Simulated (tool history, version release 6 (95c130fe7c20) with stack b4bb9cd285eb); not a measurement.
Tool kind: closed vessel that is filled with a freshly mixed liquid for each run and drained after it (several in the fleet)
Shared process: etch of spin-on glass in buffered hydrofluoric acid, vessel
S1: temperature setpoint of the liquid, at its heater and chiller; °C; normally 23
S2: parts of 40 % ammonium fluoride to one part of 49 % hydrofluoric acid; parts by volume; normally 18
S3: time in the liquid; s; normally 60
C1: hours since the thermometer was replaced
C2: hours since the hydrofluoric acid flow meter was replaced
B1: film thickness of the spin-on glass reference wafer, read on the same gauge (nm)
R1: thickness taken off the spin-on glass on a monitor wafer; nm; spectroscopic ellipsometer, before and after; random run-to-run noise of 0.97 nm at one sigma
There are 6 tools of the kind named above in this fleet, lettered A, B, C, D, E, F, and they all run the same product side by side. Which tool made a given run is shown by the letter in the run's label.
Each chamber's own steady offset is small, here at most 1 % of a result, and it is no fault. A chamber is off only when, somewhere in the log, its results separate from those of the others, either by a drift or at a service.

{"run": "1D", "hour": 3.5, "S1": 23, "S2": 18, "S3": 60, "C1": 12.6, "C2": 1149.1, "B1": 49.973, "R1": 97.546}
{"run": "2E", "hour": 7.7, "S1": 23, "S2": 18, "S3": 60, "C1": 828.9, "C2": 800.6, "B1": 49.992, "R1": 99.445}
{"run": "3A", "hour": 12.7, "S1": 23, "S2": 18, "S3": 60, "C1": 618.9, "C2": 1045.5, "B1": 49.994, "R1": 101.83}
{"run": "4B", "hour": 17.2, "S1": 23, "S2": 18, "S3": 60, "C1": 701.4, "C2": 314.8, "B1": 49.99, "R1": 98.458}
{"run": "5F", "hour": 20.2, "S1": 23, "S2": 18, "S3": 85, "C1": 1000.7, "C2": 764.2, "B1": 50.019, "R1": 141.43}
{"run": "6C", "hour": 24.2, "S1": 23, "S2": 18, "S3": 85, "C1": 749.6, "C2": 33.9, "B1": 49.996, "R1": 137.66}
{"run": "7C", "hour": 27.2, "S1": 23, "S2": 18, "S3": 85, "C1": 752.6, "C2": 36.9, "B1": 50.028, "R1": 141.72}
{"run": "8E", "hour": 32.7, "S1": 23, "S2": 18, "S3": 85, "C1": 853.9, "C2": 825.6, "B1": 49.979, "R1": 140.01}
{"run": "9F", "hour": 36.4, "S1": 23, "S2": 18, "S3": 85, "C1": 1016.9, "C2": 780.4, "B1": 49.965, "R1": 141.39}
{"run": "10D", "hour": 39.7, "S1": 23, "S2": 18, "S3": 85, "C1": 48.8, "C2": 1185.3, "B1": 49.975, "R1": 138.74}
{"run": "11B", "hour": 42.9, "S1": 23, "S2": 18, "S3": 60, "C1": 727.1, "C2": 340.5, "B1": 49.993, "R1": 98.618}
{"run": "12A", "hour": 47.1, "S1": 23, "S2": 18, "S3": 60, "C1": 653.3, "C2": 1079.9, "B1": 49.991, "R1": 98.945}
{"run": "13C", "hour": 52.0, "S1": 23, "S2": 18, "S3": 60, "C1": 777.4, "C2": 61.7, "B1": 49.992, "R1": 99.612}
{"run": "14A", "hour": 55.1, "S1": 23, "S2": 18, "S3": 60, "C1": 661.3, "C2": 1087.9, "B1": 50.039, "R1": 100.44}
{"run": "15D", "hour": 57.8, "S1": 23, "S2": 18, "S3": 60, "C1": 66.9, "C2": 1203.4, "B1": 50.02, "R1": 96.626}
{"run": "16F", "hour": 61.3, "S1": 23, "S2": 18, "S3": 60, "C1": 1041.8, "C2": 805.3, "B1": 49.992, "R1": 99.49}
{"run": "17B", "hour": 66.7, "S1": 23, "S2": 24, "S3": 80, "C1": 750.9, "C2": 364.3, "B1": 49.955, "R1": 105.27}
{"run": "18E", "hour": 70.9, "S1": 23, "S2": 24, "S3": 80, "C1": 892.1, "C2": 863.8, "B1": 50.007, "R1": 105.68}
{"run": "19B", "hour": 74.3, "S1": 23, "S2": 24, "S3": 80, "C1": 758.5, "C2": 371.9, "B1": 49.985, "R1": 108.22}
{"run": "20E", "hour": 77.3, "S1": 23, "S2": 24, "S3": 80, "C1": 898.5, "C2": 870.2, "B1": 49.995, "R1": 104.94}
{"run": "21F", "hour": 80.8, "S1": 23, "S2": 24, "S3": 80, "C1": 1061.3, "C2": 824.8, "B1": 50.024, "R1": 105.3}
{"run": "22C", "hour": 83.6, "S1": 23, "S2": 24, "S3": 80, "C1": 809.0, "C2": 93.3, "B1": 49.957, "R1": 104.0}
{"run": "23A", "hour": 87.6, "S1": 23, "S2": 18, "S3": 60, "C1": 693.8, "C2": 1120.4, "B1": 50.0, "R1": 100.42}
{"run": "24D", "hour": 90.3, "S1": 23, "S2": 18, "S3": 60, "C1": 99.4, "C2": 1235.9, "B1": 49.995, "R1": 96.732}
{"run": "25F", "hour": 93.3, "S1": 23, "S2": 18, "S3": 60, "C1": 1073.8, "C2": 837.3, "B1": 50.006, "R1": 98.983}
{"run": "26E", "hour": 97.8, "S1": 23, "S2": 18, "S3": 60, "C1": 919.0, "C2": 890.7, "B1": 49.963, "R1": 98.718}
{"run": "27B", "hour": 102.3, "S1": 23, "S2": 18, "S3": 60, "C1": 786.5, "C2": 399.9, "B1": 50.038, "R1": 102.51}
{"run": "28A", "hour": 106.0, "S1": 21, "S2": 18, "S3": 45, "C1": 712.2, "C2": 1138.8, "B1": 50.012, "R1": 66.463}
{"run": "29D", "hour": 109.4, "S1": 21, "S2": 18, "S3": 45, "C1": 118.5, "C2": 1255.0, "B1": 49.99, "R1": 65.499}
{"run": "30C", "hour": 114.6, "S1": 21, "S2": 18, "S3": 45, "C1": 840.0, "C2": 124.3, "B1": 49.971, "R1": 66.699}
{"run": "31D", "hour": 119.9, "S1": 21, "S2": 18, "S3": 45, "C1": 129.0, "C2": 1265.5, "B1": 50.004, "R1": 64.608}
{"run": "32C", "hour": 125.4, "S1": 21, "S2": 18, "S3": 45, "C1": 850.8, "C2": 135.1, "B1": 49.977, "R1": 66.041}
{"run": "33B", "hour": 130.7, "S1": 21, "S2": 18, "S3": 45, "C1": 814.9, "C2": 428.3, "B1": 50.007, "R1": 69.916}
{"run": "34A", "hour": 136.1, "S1": 23, "S2": 18, "S3": 60, "C1": 742.3, "C2": 1168.9, "B1": 50.018, "R1": 98.211}
{"hour": 141.1, "done": "chamber D: hydrofluoric acid flow meter replaced"}
{"run": "35E", "hour": 141.5, "S1": 23, "S2": 18, "S3": 60, "C1": 962.7, "C2": 934.4, "B1": 50.017, "R1": 98.797}
{"run": "36F", "hour": 144.6, "S1": 23, "S2": 18, "S3": 60, "C1": 1125.1, "C2": 888.6, "B1": 50.008, "R1": 98.202}
{"run": "37E", "hour": 149.0, "S1": 23, "S2": 18, "S3": 60, "C1": 970.2, "C2": 941.9, "B1": 49.998, "R1": 98.281}
{"run": "38A", "hour": 152.6, "S1": 23, "S2": 18, "S3": 60, "C1": 758.8, "C2": 1185.4, "B1": 50.031, "R1": 100.12}
{"run": "39D", "hour": 155.8, "S1": 23, "S2": 18, "S3": 60, "C1": 164.9, "C2": 14.7, "B1": 49.999, "R1": 97.825}
{"run": "40C", "hour": 160.6, "S1": 23, "S2": 18, "S3": 60, "C1": 886.0, "C2": 170.3, "B1": 50.049, "R1": 97.124}
{"run": "41B", "hour": 163.3, "S1": 23, "S2": 18, "S3": 60, "C1": 847.5, "C2": 460.9, "B1": 50.003, "R1": 106.39}
{"run": "42F", "hour": 167.0, "S1": 23, "S2": 18, "S3": 60, "C1": 1147.5, "C2": 911.0, "B1": 49.986, "R1": 99.739}

Is one chamber off against the others, does the gauge drift, or is nothing wrong? If a chamber is off, say which, and what the likeliest cause is.

Little by little, chamber B moves away from the other chambers.
Cause: liquid hotter than its thermometer reads (K) = 1.38.
It could be hard to tell apart here from: hydrofluoric acid flow above the setpoint (%).

Chamber B could run next with any of the 4 candidate recipes listed below; each alters the usual settings, and their results appear as question marks. Which one brings its results back in line with what the other chambers deliver on the usual settings?
In-line tolerance around the mean of the other chambers on the usual settings: R1 3.400 nm
{"run": "43B-1", "hour": 171.2, "S1": 23, "S2": 17.5, "S3": 60, "R1": "?"}
{"run": "43B-2", "hour": 171.2, "S1": 23, "S2": 18.5, "S3": 60, "R1": "?"}
{"run": "43B-3", "hour": 171.2, "S1": 23, "S2": 18.0, "S3": 55, "R1": "?"}
{"run": "43B-4", "hour": 171.2, "S1": 23, "S2": 18.0, "S3": 65, "R1": "?"}

The other chambers' mean on the usual settings: R1 98.864 nm
run=43B-1 R1=109.850
run=43B-2 R1=103.990
run=43B-3 R1=97.936
run=43B-4 R1=115.740
43B-3 is the one that brings the chamber's results back in line with the other chambers.

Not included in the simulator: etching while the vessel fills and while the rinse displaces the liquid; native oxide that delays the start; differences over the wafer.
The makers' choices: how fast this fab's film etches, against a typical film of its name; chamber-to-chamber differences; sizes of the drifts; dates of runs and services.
